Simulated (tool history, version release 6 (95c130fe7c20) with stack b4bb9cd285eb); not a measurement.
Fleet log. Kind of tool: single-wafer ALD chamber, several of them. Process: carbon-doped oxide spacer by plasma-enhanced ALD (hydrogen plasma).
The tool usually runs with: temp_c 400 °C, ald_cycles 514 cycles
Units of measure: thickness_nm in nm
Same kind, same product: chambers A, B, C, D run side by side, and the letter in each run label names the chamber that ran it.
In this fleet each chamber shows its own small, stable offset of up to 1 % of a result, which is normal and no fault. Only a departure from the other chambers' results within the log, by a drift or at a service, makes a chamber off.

run	day	temp_c	ald_cycles	read-back reference wafer on the same gauge, thickness_nm	thickness_nm
1A	0.279	400	514	29.579	25.728
2D	0.700	400	514	29.586	25.731
3C	1.133	400	514	29.580	25.443
4B	1.600	400	514	29.581	25.656
5A	1.962	400	514	29.572	25.774
6C	2.275	413	514	29.578	24.467
7B	2.667	413	514	29.553	24.612
8D	3.012	413	514	29.544	24.694
9A	3.400	413	514	29.544	24.668
10D	3.779	400	514	29.531	25.629
11C	4.229	400	514	29.530	25.463
# day 4.404: chamber C: thermocouple changed; heater temperature recalibrated
12B	4.533	400	514	29.524	25.598
13B	4.888	400	514	29.511	25.596
14A	5.342	400	514	29.518	25.649
15C	5.771	400	514	29.508	25.391
16D	6.158	389	434	29.477	21.689
17A	6.475	389	434	29.497	21.606
18B	6.779	389	434	29.484	21.599
19C	7.079	389	434	29.479	21.409
20D	7.525	400	514	29.479	25.673
21B	7.862	400	514	29.470	25.525
22A	8.283	400	514	29.470	25.550
23D	8.662	386	598	29.451	29.785
24C	9.017	386	598	29.452	29.494
25B	9.433	386	598	29.452	29.715
# day 9.833: chamber D: thermocouple changed; heater temperature recalibrated
26D	9.904	386	598	29.435	29.838
27C	10.300	409	450	29.436	21.693
28A	10.517	409	450	29.424	21.766
29B	10.950	409	450	29.412	21.726
30D	11.433	409	450	29.410	21.801
31C	11.858	400	514	29.403	25.302
32A	12.067	400	514	29.396	25.499
33D	12.371	400	514	29.388	25.577

Predict what each chamber gives when all 4 of them run the settings below next.
34A	12.725	400	514		?
34B	12.725	400	514		?
34C	12.725	400	514		?
34D	12.725	400	514		?

run	thickness_nm
34A	25.511
34B	25.516
34C	25.402
34D	25.667
